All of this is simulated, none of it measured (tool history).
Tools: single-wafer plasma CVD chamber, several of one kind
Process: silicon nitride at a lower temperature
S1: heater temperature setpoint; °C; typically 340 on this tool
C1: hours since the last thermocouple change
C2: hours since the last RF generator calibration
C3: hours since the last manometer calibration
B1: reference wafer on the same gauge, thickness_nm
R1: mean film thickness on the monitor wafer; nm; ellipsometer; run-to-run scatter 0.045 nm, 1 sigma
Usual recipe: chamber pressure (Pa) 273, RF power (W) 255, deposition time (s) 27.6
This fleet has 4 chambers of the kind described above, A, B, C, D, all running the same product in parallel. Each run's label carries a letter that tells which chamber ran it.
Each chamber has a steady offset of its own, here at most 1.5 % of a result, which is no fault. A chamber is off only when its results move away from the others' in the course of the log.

run 1B day=0.283 | S1=340 chamber_pressure_(Pa)=273 RF_power_(W)=255 deposition_time_(s)=27.6 | C1=1654.5 C2=639.1 C3=1879.3 | B1=25.295 | R1=31.021
run 2D day=0.508 | S1=340 chamber_pressure_(Pa)=273 RF_power_(W)=255 deposition_time_(s)=27.6 | C1=2235.7 C2=1305 C3=572.4 | B1=25.292 | R1=30.932
run 3A day=0.812 | S1=340 chamber_pressure_(Pa)=273 RF_power_(W)=255 deposition_time_(s)=27.6 | C1=1410.9 C2=301.6 C3=832.6 | B1=25.286 | R1=31.215
run 4C day=1.154 | S1=340 chamber_pressure_(Pa)=273 RF_power_(W)=255 deposition_time_(s)=27.6 | C1=398 C2=47.5 C3=2437 | B1=25.272 | R1=31.418
run 5D day=1.375 | S1=340 chamber_pressure_(Pa)=273 RF_power_(W)=255 deposition_time_(s)=27.6 | C1=2256.5 C2=1325.8 C3=593.2 | B1=25.283 | R1=30.879
run 6C day=1.558 | S1=340 chamber_pressure_(Pa)=273 RF_power_(W)=255 deposition_time_(s)=27.6 | C1=407.7 C2=57.2 C3=2446.7 | B1=25.276 | R1=31.441
run 7B day=1.775 | S1=346 chamber_pressure_(Pa)=273 RF_power_(W)=275 deposition_time_(s)=27.6 | C1=1690.3 C2=674.9 C3=1915.1 | B1=25.263 | R1=32.734
run 8A day=2.075 | S1=346 chamber_pressure_(Pa)=273 RF_power_(W)=275 deposition_time_(s)=27.6 | C1=1441.2 C2=331.9 C3=862.9 | B1=25.279 | R1=32.843
run 9D day=2.271 | S1=346 chamber_pressure_(Pa)=273 RF_power_(W)=275 deposition_time_(s)=27.6 | C1=2278 C2=1347.3 C3=614.7 | B1=25.27 | R1=32.518
run 10C day=2.529 | S1=346 chamber_pressure_(Pa)=273 RF_power_(W)=275 deposition_time_(s)=27.6 | C1=431 C2=80.5 C3=2470 | B1=25.254 | R1=33.077
run 11B day=2.733 | S1=340 chamber_pressure_(Pa)=273 RF_power_(W)=255 deposition_time_(s)=27.6 | C1=1713.3 C2=697.9 C3=1938.1 | B1=25.253 | R1=31.13
run 12A day=2.942 | S1=340 chamber_pressure_(Pa)=273 RF_power_(W)=255 deposition_time_(s)=27.6 | C1=1462 C2=352.7 C3=883.7 | B1=25.253 | R1=31.279
run 13D day=3.154 | S1=340 chamber_pressure_(Pa)=273 RF_power_(W)=255 deposition_time_(s)=24.3 | C1=2299.2 C2=1368.5 C3=635.9 | B1=25.264 | R1=27.164
run 14C day=3.479 | S1=340 chamber_pressure_(Pa)=273 RF_power_(W)=255 deposition_time_(s)=24.3 | C1=453.8 C2=103.3 C3=2492.8 | B1=25.246 | R1=27.648
-- day=3.7 chamber B: capacitance manometer re-zeroed and calibrated
run 15B day=3.725 | S1=340 chamber_pressure_(Pa)=273 RF_power_(W)=255 deposition_time_(s)=24.3 | C1=1737.1 C2=721.7 C3=0.6 | B1=25.248 | R1=27.339
run 16A day=4.012 | S1=340 chamber_pressure_(Pa)=273 RF_power_(W)=255 deposition_time_(s)=24.3 | C1=1487.7 C2=378.4 C3=909.4 | B1=25.236 | R1=27.536
run 17D day=4.279 | S1=340 chamber_pressure_(Pa)=273 RF_power_(W)=255 deposition_time_(s)=27.6 | C1=2326.2 C2=1395.5 C3=662.9 | B1=25.235 | R1=30.879
run 18B day=4.529 | S1=340 chamber_pressure_(Pa)=273 RF_power_(W)=255 deposition_time_(s)=27.6 | C1=1756.4 C2=741 C3=19.9 | B1=25.229 | R1=30.977
run 19A day=4.817 | S1=340 chamber_pressure_(Pa)=273 RF_power_(W)=255 deposition_time_(s)=27.6 | C1=1507 C2=397.7 C3=928.7 | B1=25.238 | R1=31.241
run 20C day=5.129 | S1=340 chamber_pressure_(Pa)=273 RF_power_(W)=255 deposition_time_(s)=27.6 | C1=493.4 C2=142.9 C3=2532.4 | B1=25.216 | R1=31.413
run 21D day=5.462 | S1=340 chamber_pressure_(Pa)=273 RF_power_(W)=255 deposition_time_(s)=27.6 | C1=2354.6 C2=1423.9 C3=691.3 | B1=25.225 | R1=30.824
run 22C day=5.796 | S1=340 chamber_pressure_(Pa)=273 RF_power_(W)=255 deposition_time_(s)=27.6 | C1=509.4 C2=158.9 C3=2548.4 | B1=25.21 | R1=31.355
run 23B day=6.038 | S1=340 chamber_pressure_(Pa)=273 RF_power_(W)=255 deposition_time_(s)=27.6 | C1=1792.6 C2=777.2 C3=56.1 | B1=25.216 | R1=31.034
-- day=6.142 chamber D: thermocouple changed; heater temperature recalibrated
run 24A day=6.242 | S1=340 chamber_pressure_(Pa)=273 RF_power_(W)=255 deposition_time_(s)=27.6 | C1=1541.2 C2=431.9 C3=962.9 | B1=25.215 | R1=31.172
run 25A day=6.442 | S1=340 chamber_pressure_(Pa)=273 RF_power_(W)=255 deposition_time_(s)=27.6 | C1=1546 C2=436.7 C3=967.7 | B1=25.199 | R1=31.207
run 26C day=6.779 | S1=340 chamber_pressure_(Pa)=273 RF_power_(W)=255 deposition_time_(s)=32.9 | C1=533 C2=182.5 C3=2572 | B1=25.207 | R1=37.288
run 27D day=7.108 | S1=340 chamber_pressure_(Pa)=273 RF_power_(W)=255 deposition_time_(s)=32.9 | C1=23.2 C2=1463.4 C3=730.8 | B1=25.19 | R1=36.711
-- day=7.296 chamber B: thermocouple changed; heater temperature recalibrated
run 28B day=7.35 | S1=340 chamber_pressure_(Pa)=273 RF_power_(W)=255 deposition_time_(s)=32.9 | C1=1.4 C2=808.7 C3=87.6 | B1=25.186 | R1=36.869
run 29B day=7.5 | S1=340 chamber_pressure_(Pa)=273 RF_power_(W)=255 deposition_time_(s)=32.9 | C1=5 C2=812.3 C3=91.2 | B1=25.194 | R1=36.923
run 30D day=7.75 | S1=340 chamber_pressure_(Pa)=273 RF_power_(W)=255 deposition_time_(s)=27.6 | C1=38.6 C2=1478.8 C3=746.2 | B1=25.179 | R1=30.713
run 31A day=8.008 | S1=340 chamber_pressure_(Pa)=273 RF_power_(W)=255 deposition_time_(s)=27.6 | C1=1583.6 C2=474.3 C3=1005.3 | B1=25.181 | R1=31.124
run 32C day=8.192 | S1=340 chamber_pressure_(Pa)=273 RF_power_(W)=255 deposition_time_(s)=27.6 | C1=566.9 C2=216.4 C3=2605.9 | B1=25.177 | R1=31.367
run 33B day=8.496 | S1=340 chamber_pressure_(Pa)=273 RF_power_(W)=235 deposition_time_(s)=27.6 | C1=28.9 C2=836.2 C3=115.1 | B1=25.187 | R1=29.159
run 34A day=8.746 | S1=340 chamber_pressure_(Pa)=273 RF_power_(W)=235 deposition_time_(s)=27.6 | C1=1601.3 C2=492 C3=1023 | B1=25.175 | R1=29.382
run 35C day=8.979 | S1=340 chamber_pressure_(Pa)=273 RF_power_(W)=235 deposition_time_(s)=27.6 | C1=585.8 C2=235.3 C3=2624.8 | B1=25.16 | R1=29.457
run 36D day=9.225 | S1=340 chamber_pressure_(Pa)=273 RF_power_(W)=235 deposition_time_(s)=27.6 | C1=74 C2=1514.2 C3=781.6 | B1=25.157 | R1=29.092
run 37A day=9.529 | S1=340 chamber_pressure_(Pa)=273 RF_power_(W)=255 deposition_time_(s)=27.6 | C1=1620.1 C2=510.8 C3=1041.8 | B1=25.166 | R1=31.124
run 38B day=9.8 | S1=340 chamber_pressure_(Pa)=273 RF_power_(W)=255 deposition_time_(s)=27.6 | C1=60.2 C2=867.5 C3=146.4 | B1=25.148 | R1=30.929

Next, all 4 chambers run the settings below, one line each with question marks for the results. What does each chamber give?
run 39A day=10.042 | S1=340 chamber_pressure_(Pa)=273 RF_power_(W)=255 deposition_time_(s)=27.6 | R1=?
run 39B day=10.042 | S1=340 chamber_pressure_(Pa)=273 RF_power_(W)=255 deposition_time_(s)=27.6 | R1=?
run 39C day=10.042 | S1=340 chamber_pressure_(Pa)=273 RF_power_(W)=255 deposition_time_(s)=27.6 | R1=?
run 39D day=10.042 | S1=340 chamber_pressure_(Pa)=273 RF_power_(W)=255 deposition_time_(s)=27.6 | R1=?

run=39A R1=31.176
run=39B R1=30.931
run=39C R1=31.414
run=39D R1=30.698

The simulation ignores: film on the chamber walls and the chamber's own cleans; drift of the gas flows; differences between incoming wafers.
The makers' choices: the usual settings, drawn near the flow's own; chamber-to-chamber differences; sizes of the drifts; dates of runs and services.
